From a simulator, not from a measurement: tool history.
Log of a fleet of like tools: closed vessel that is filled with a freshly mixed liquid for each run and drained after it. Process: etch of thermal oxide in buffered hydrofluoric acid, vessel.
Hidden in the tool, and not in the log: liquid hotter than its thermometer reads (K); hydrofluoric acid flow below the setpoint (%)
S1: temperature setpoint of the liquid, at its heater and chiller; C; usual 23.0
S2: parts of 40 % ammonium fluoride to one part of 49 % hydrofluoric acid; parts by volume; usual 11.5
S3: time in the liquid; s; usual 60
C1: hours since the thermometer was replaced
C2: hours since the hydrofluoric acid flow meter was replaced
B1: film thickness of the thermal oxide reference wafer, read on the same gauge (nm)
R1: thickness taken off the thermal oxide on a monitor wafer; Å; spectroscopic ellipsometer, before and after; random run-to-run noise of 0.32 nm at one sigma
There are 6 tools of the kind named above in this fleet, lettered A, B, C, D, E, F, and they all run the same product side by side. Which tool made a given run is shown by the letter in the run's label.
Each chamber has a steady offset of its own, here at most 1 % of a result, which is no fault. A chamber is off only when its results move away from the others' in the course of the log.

run	day	S1	S2	S3	C1	C2	B1	R1
1C	0.254	23.0	11.5	60	492.3	180.9	129.98	585.44
2A	0.579	23.0	11.5	60	1877.0	493.4	129.97	577.03
3F	0.854	23.0	11.5	60	438.2	936.2	130.01	577.24
4B	1.112	23.0	11.5	60	1492.9	282.8	129.99	578.62
5D	1.312	23.0	11.5	60	1469.2	868.6	130.00	583.64
6E	1.621	23.0	11.5	60	815.0	528.8	129.98	576.44
7D	1.871	23.0	11.5	40	1482.6	882.0	129.99	385.63
8C	2.175	23.0	11.5	40	538.4	227.0	130.02	385.21
9F	2.388	23.0	11.5	40	475.0	973.0	130.00	386.57
10E	2.612	23.0	11.5	40	838.8	552.6	130.01	384.36
11A	2.821	23.0	11.5	40	1930.8	547.2	130.03	386.37
12B	3.108	23.0	11.5	40	1540.8	330.7	130.01	389.99
# day 3.296: chamber E: hydrofluoric acid flow meter replaced
13F	3.442	23.0	11.5	60	500.3	998.3	130.02	574.73
14A	3.783	23.0	11.5	60	1953.9	570.3	130.02	584.24
15C	3.946	23.0	11.5	90	580.9	269.5	130.02	874.17
16D	4.150	23.0	11.5	90	1537.3	936.7	130.01	868.43
17E	4.325	23.0	11.5	90	879.9	24.8	130.00	868.77
18B	4.646	23.0	11.5	90	1577.7	367.6	129.99	879.79
19E	4.904	23.0	11.5	90	893.8	38.7	130.00	863.56
20D	5.088	23.0	11.5	90	1559.8	959.2	130.01	861.77
21A	5.254	23.0	11.5	60	1989.2	605.6	130.01	575.24
22B	5.512	23.0	11.5	60	1598.5	388.4	130.02	585.44
23F	5.867	23.0	11.5	60	558.5	1056.5	130.00	578.07
24C	6.112	23.0	11.5	60	632.9	321.5	130.00	581.40
25C	6.379	23.0	11.5	60	639.3	327.9	130.03	580.58
26A	6.533	21.5	11.5	60	2019.9	636.3	129.98	530.99
27F	6.754	21.5	11.5	60	579.8	1077.8	130.00	527.20
28D	6.946	21.5	11.5	60	1604.4	1003.8	130.00	524.01
29B	7.242	21.5	11.5	60	1640.0	429.9	130.02	540.17
30E	7.517	21.5	11.5	60	956.5	101.4	130.00	530.89
31F	7.854	21.5	11.5	60	606.2	1104.2	130.00	527.06
32D	8.083	23.0	11.5	60	1631.7	1031.1	130.01	558.98
33C	8.392	23.0	11.5	60	687.6	376.2	130.01	583.44
34B	8.729	23.0	11.5	60	1675.7	465.6	130.02	584.73
35A	8.900	23.0	11.5	60	2076.7	693.1	130.00	579.43
36E	9.146	23.0	11.5	60	995.6	140.5	130.01	569.95
37A	9.446	23.0	11.5	60	2089.8	706.2	130.00	574.37
38F	9.650	23.0	11.5	60	649.3	1147.3	130.00	578.47
39B	9.988	23.0	11.5	60	1705.9	495.8	129.99	590.07
40E	10.188	23.0	11.5	60	1020.6	165.5	130.02	581.13
41D	10.358	23.0	11.5	60	1686.3	1085.7	129.99	548.59
42C	10.562	23.0	11.5	60	739.7	428.3	129.99	581.71

The same settings go to every chamber for the next run, one line per chamber below. Forecast the results for each:
43A	10.812	23.0	11.5	60				?
43B	10.812	23.0	11.5	60				?
43C	10.812	23.0	11.5	60				?
43D	10.812	23.0	11.5	60				?
43E	10.812	23.0	11.5	60				?
43F	10.812	23.0	11.5	60				?

run	R1
43A	579.41
43B	586.95
43C	581.95
43D	546.34
43E	579.44
43F	574.96

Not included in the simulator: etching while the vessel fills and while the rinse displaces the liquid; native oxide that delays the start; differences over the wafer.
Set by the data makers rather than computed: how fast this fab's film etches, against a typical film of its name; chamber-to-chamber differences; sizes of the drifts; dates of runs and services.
